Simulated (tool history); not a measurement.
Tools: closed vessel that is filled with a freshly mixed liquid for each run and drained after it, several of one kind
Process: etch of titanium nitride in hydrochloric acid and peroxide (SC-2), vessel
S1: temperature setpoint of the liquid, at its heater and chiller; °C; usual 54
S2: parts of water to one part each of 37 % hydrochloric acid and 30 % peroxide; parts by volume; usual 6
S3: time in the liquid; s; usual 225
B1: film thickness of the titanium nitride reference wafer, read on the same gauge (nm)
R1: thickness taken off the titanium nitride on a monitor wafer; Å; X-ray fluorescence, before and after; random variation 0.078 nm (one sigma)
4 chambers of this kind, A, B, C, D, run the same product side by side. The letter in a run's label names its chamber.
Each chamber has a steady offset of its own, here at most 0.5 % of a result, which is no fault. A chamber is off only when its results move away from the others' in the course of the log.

{"run": "1A", "hour": 8.3, "S1": 54, "S2": 6, "S3": 225, "B1": 140.01, "R1": 131.55}
{"hour": 12.9, "done": "chamber C: chemicals flow meter replaced"}
{"run": "2D", "hour": 16.1, "S1": 54, "S2": 6, "S3": 225, "B1": 140.05, "R1": 131.37}
{"run": "3B", "hour": 21.9, "S1": 54, "S2": 6, "S3": 225, "B1": 140.01, "R1": 132.45}
{"run": "4C", "hour": 29.2, "S1": 54, "S2": 6, "S3": 225, "B1": 140.02, "R1": 132.75}
{"run": "5B", "hour": 35.0, "S1": 54, "S2": 6, "S3": 225, "B1": 140, "R1": 133.19}
{"run": "6C", "hour": 47.9, "S1": 54, "S2": 6, "S3": 225, "B1": 139.95, "R1": 133.12}
{"run": "7D", "hour": 56.7, "S1": 54, "S2": 6, "S3": 225, "B1": 139.98, "R1": 132.81}
{"run": "8A", "hour": 69.2, "S1": 54, "S2": 6, "S3": 225, "B1": 139.99, "R1": 130.83}
{"run": "9D", "hour": 77.6, "S1": 54, "S2": 6, "S3": 225, "B1": 139.99, "R1": 130.9}
{"run": "10A", "hour": 85.7, "S1": 54, "S2": 6, "S3": 225, "B1": 139.97, "R1": 131.62}
{"run": "11B", "hour": 95.2, "S1": 54, "S2": 6, "S3": 225, "B1": 140.03, "R1": 134.31}
{"run": "12C", "hour": 102.4, "S1": 54, "S2": 6, "S3": 225, "B1": 140.02, "R1": 132.06}
{"run": "13D", "hour": 113.0, "S1": 54, "S2": 6, "S3": 225, "B1": 140, "R1": 132.16}
{"run": "14B", "hour": 120.3, "S1": 54, "S2": 6, "S3": 225, "B1": 140.04, "R1": 133.73}
{"run": "15A", "hour": 132.8, "S1": 54, "S2": 6, "S3": 225, "B1": 140.02, "R1": 130.69}
{"run": "16C", "hour": 145.3, "S1": 54, "S2": 6, "S3": 225, "B1": 139.99, "R1": 132.62}
{"hour": 153.7, "done": "chamber C: new drum of peroxide connected"}
{"run": "17B", "hour": 154.3, "S1": 54, "S2": 6, "S3": 225, "B1": 140, "R1": 136.07}
{"run": "18C", "hour": 160.9, "S1": 54, "S2": 6, "S3": 225, "B1": 139.95, "R1": 131.95}
{"run": "19A", "hour": 167.8, "S1": 54, "S2": 6, "S3": 225, "B1": 140.04, "R1": 130.17}
{"run": "20D", "hour": 176.3, "S1": 54, "S2": 6, "S3": 225, "B1": 140.03, "R1": 132.84}
{"hour": 180.4, "done": "chamber A: new drum of peroxide connected"}
{"run": "21D", "hour": 186.8, "S1": 54, "S2": 6, "S3": 225, "B1": 140, "R1": 133.51}
{"run": "22A", "hour": 194.7, "S1": 54, "S2": 6, "S3": 225, "B1": 139.94, "R1": 131.24}
{"run": "23B", "hour": 206.1, "S1": 54, "S2": 6, "S3": 225, "B1": 139.92, "R1": 139.73}
{"run": "24C", "hour": 217.6, "S1": 54, "S2": 6, "S3": 225, "B1": 139.99, "R1": 131.67}
{"run": "25D", "hour": 225.0, "S1": 54, "S2": 6, "S3": 225, "B1": 140.01, "R1": 132.61}
{"run": "26B", "hour": 235.4, "S1": 54, "S2": 6, "S3": 225, "B1": 139.95, "R1": 139.57}
{"run": "27A", "hour": 244.6, "S1": 54, "S2": 6, "S3": 225, "B1": 140.02, "R1": 130.86}
{"run": "28C", "hour": 254.4, "S1": 54, "S2": 6, "S3": 225, "B1": 139.99, "R1": 132.29}
{"run": "29A", "hour": 260.7, "S1": 54, "S2": 6, "S3": 225, "B1": 140.03, "R1": 132.19}
{"run": "30C", "hour": 273.6, "S1": 54, "S2": 6, "S3": 225, "B1": 140.02, "R1": 132.31}

What goes on in this fleet: one chamber off, a drifting gauge, or nothing beyond the chambers' own small offsets? Name the chamber and the cause, if any.

Chamber B drifts away from the others.
Cause: liquid hotter than its thermometer reads (K) = 1.12.
The log may not tell that from: chemicals flow above the setpoint (%).

Here are 4 candidates for chamber B's next run, each the usual settings with a change, their results left as question marks. Which one brings its results back in line with what the others give on the usual settings?
In line means no further than this from the other chambers' mean on the usual settings: R1 2.7 Å
{"run": "31B-1", "hour": 283.0, "S1": 53.5, "S2": 6, "S3": 215, "R1": "?"}
{"run": "31B-2", "hour": 283.0, "S1": 54, "S2": 6, "S3": 215, "R1": "?"}
{"run": "31B-3", "hour": 283.0, "S1": 54.5, "S2": 6, "S3": 235, "R1": "?"}
{"run": "31B-4", "hour": 283.0, "S1": 54.5, "S2": 6, "S3": 225, "R1": "?"}

The other chambers' mean on the usual settings: R1 132.1 Å
run=31B-1 R1=131.78
run=31B-2 R1=136.2
run=31B-3 R1=153.85
run=31B-4 R1=147.3
31B-1 brings the chamber back in line.

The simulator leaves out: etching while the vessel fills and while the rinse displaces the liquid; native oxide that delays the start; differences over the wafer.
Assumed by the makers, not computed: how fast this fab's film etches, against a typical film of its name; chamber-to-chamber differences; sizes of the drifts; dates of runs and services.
